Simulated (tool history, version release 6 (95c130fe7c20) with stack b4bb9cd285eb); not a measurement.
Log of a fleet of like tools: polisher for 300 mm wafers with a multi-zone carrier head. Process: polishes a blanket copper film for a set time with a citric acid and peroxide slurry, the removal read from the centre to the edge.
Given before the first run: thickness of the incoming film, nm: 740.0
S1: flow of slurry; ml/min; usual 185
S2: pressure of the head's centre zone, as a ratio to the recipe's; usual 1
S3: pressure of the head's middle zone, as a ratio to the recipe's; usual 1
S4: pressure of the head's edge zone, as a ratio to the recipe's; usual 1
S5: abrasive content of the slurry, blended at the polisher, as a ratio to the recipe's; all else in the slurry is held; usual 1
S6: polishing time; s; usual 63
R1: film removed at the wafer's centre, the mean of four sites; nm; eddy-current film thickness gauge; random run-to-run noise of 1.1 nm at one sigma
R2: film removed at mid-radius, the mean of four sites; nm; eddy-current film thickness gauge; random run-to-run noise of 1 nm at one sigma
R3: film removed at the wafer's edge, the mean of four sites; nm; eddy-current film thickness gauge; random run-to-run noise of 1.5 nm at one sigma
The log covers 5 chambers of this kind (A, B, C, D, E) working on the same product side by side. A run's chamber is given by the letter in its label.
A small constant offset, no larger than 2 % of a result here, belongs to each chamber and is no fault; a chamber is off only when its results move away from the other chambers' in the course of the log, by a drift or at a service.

Run 1E, hour 5.8: usual settings. Result: R1 140.71 nm, R2 141.58 nm, R3 139.31 nm.
Run 2C, hour 12.4: usual settings. Result: R1 141.29 nm, R2 143.7 nm, R3 142.68 nm.
Run 3B, hour 21.4: usual settings. Result: R1 140.26 nm, R2 140.36 nm, R3 141.57 nm.
Run 4A, hour 28.2: usual settings. Result: R1 139.86 nm, R2 140.39 nm, R3 139.71 nm.
Run 5D, hour 38.2: usual settings. Result: R1 139.32 nm, R2 141.96 nm, R3 141.25 nm.
At hour 39.2: chamber A: worn pad replaced by a new one.
At hour 42.7: chamber B: centre zone pressure recalibrated.
Run 6D, hour 47.7: usual settings but S2 0.89, S6 54 s. Result: R1 106.41 nm, R2 121.19 nm, R3 121.3 nm.
Run 7E, hour 58.9: usual settings but S2 0.89, S6 54 s. Result: R1 104.67 nm, R2 120.22 nm, R3 120.4 nm.
Run 8C, hour 64.8: usual settings but S2 0.89, S6 54 s. Result: R1 105.85 nm, R2 121.37 nm, R3 120.6 nm.
Run 9B, hour 70.6: usual settings but S2 0.89, S6 54 s. Result: R1 105.32 nm, R2 121.38 nm, R3 120.98 nm.
Run 10A, hour 81.2: usual settings but S2 0.89, S6 54 s. Result: R1 106.56 nm, R2 122.11 nm, R3 120.03 nm.
Run 11A, hour 87.4: usual settings. Result: R1 139.54 nm, R2 141.84 nm, R3 140.8 nm.
At hour 89: chamber B: edge zone pressure recalibrated.
At hour 94.6: chamber C: centre zone pressure recalibrated.
Run 12D, hour 97.4: usual settings but S2 0.89, S6 81 s. Result: R1 158.88 nm, R2 184.74 nm, R3 178.61 nm.
At hour 98.6: chamber C: edge zone pressure recalibrated.
Run 13B, hour 102.2: usual settings but S2 0.89, S6 81 s. Result: R1 159.03 nm, R2 180.78 nm, R3 182.38 nm.
At hour 103.8: chamber A: worn pad replaced by a new one.
At hour 105.9: chamber B: worn pad replaced by a new one.
At hour 108.8: chamber E: worn pad replaced by a new one.
Run 14C, hour 110.2: usual settings but S2 0.89, S6 81 s. Result: R1 145.36 nm, R2 182.43 nm, R3 177.33 nm.
At hour 111.4: chamber E: centre zone pressure recalibrated.
At hour 114.4: chamber D: worn pad replaced by a new one.
Run 15E, hour 117.1: usual settings but S2 0.89, S6 81 s. Result: R1 160.72 nm, R2 180.74 nm, R3 179.6 nm.
Run 16C, hour 126.2: usual settings but S2 0.89, S6 81 s. Result: R1 144.82 nm, R2 182.28 nm, R3 181 nm.
Run 17D, hour 135.6: usual settings. Result: R1 141.26 nm, R2 140.34 nm, R3 139.17 nm.
At hour 144.6: chamber C: worn pad replaced by a new one.
Run 18A, hour 145.2: usual settings. Result: R1 139.96 nm, R2 141.76 nm, R3 140.55 nm.
Run 19E, hour 150.8: usual settings. Result: R1 140.14 nm, R2 140.09 nm, R3 138.21 nm.
At hour 159.1: chamber B: slurry nozzle cleaned.
Run 20B, hour 160.2: usual settings. Result: R1 140.38 nm, R2 140.65 nm, R3 138.66 nm.
Run 21A, hour 168.2: usual settings. Result: R1 141.11 nm, R2 140.11 nm, R3 141.43 nm.
At hour 168.5: chamber A: worn pad replaced by a new one.
At hour 172.3: chamber C: slurry nozzle cleaned.
Run 22E, hour 173.2: usual settings. Result: R1 140.63 nm, R2 140.64 nm, R3 138.58 nm.
Run 23C, hour 179.1: usual settings. Result: R1 127.27 nm, R2 142.78 nm, R3 139.97 nm.
Run 24B, hour 186.7: usual settings but S3 0.96, S4 0.9. Result: R1 140.89 nm, R2 135.6 nm, R3 131.02 nm.
Run 25D, hour 197.2: usual settings but S3 0.96, S4 0.9. Result: R1 139.19 nm, R2 135.15 nm, R3 132.88 nm.
At hour 197.3: chamber A: centre zone pressure recalibrated.
At hour 200: chamber B: worn pad replaced by a new one.
Run 26B, hour 204.3: usual settings but S3 0.96, S4 0.9. Result: R1 142.75 nm, R2 138.51 nm, R3 132.63 nm.
Run 27A, hour 214.9: usual settings but S3 0.96, S4 0.9. Result: R1 140.77 nm, R2 134.69 nm, R3 135.06 nm.
Run 28E, hour 222.4: usual settings but S3 0.96, S4 0.9. Result: R1 141.61 nm, R2 135.87 nm, R3 131.45 nm.
Run 29D, hour 228.4: usual settings but S6 45 s. Result: R1 99.927 nm, R2 100.77 nm, R3 99.282 nm.
At hour 229.2: chamber A: worn pad replaced by a new one.
Run 30C, hour 234.9: usual settings but S6 45 s. Result: R1 90.214 nm, R2 101.92 nm, R3 101.67 nm.
Run 31E, hour 245.6: usual settings but S6 45 s. Result: R1 99.655 nm, R2 100.93 nm, R3 100.87 nm.
At hour 249.6: chamber E: edge zone pressure recalibrated.
Run 32C, hour 253.3: usual settings but S6 45 s. Result: R1 90.253 nm, R2 101.11 nm, R3 99.784 nm.
Run 33D, hour 264.4: usual settings but S6 45 s. Result: R1 99.005 nm, R2 100.85 nm, R3 102.21 nm.
Run 34A, hour 274.6: usual settings. Result: R1 140.13 nm, R2 140.83 nm, R3 139.49 nm.
Run 35B, hour 283.5: usual settings. Result: R1 139.84 nm, R2 139.99 nm, R3 141.09 nm.
At hour 287.1: chamber E: worn pad replaced by a new one.
Run 36A, hour 288.6: usual settings. Result: R1 140.07 nm, R2 138.06 nm, R3 141.23 nm.
Run 37E, hour 294.4: usual settings but S3 0.89. Result: R1 140.3 nm, R2 126.82 nm, R3 140.19 nm.

For the next run the whole fleet of 5 chambers uses the same settings. Give each chamber's results:
Run 38A, hour 302.5: usual settings. Result: R1 ?, R2 ?, R3 ?.
Run 38B, hour 302.5: usual settings. Result: R1 ?, R2 ?, R3 ?.
Run 38C, hour 302.5: usual settings. Result: R1 ?, R2 ?, R3 ?.
Run 38D, hour 302.5: usual settings. Result: R1 ?, R2 ?, R3 ?.
Run 38E, hour 302.5: usual settings. Result: R1 ?, R2 ?, R3 ?.

run      R1      R2      R3
38A   141.4  139.09  139.15
38B  140.36  140.86  139.65
38C  127.37  144.48  139.91
38D  139.27  140.45  140.38
38E   140.4  140.18   139.3
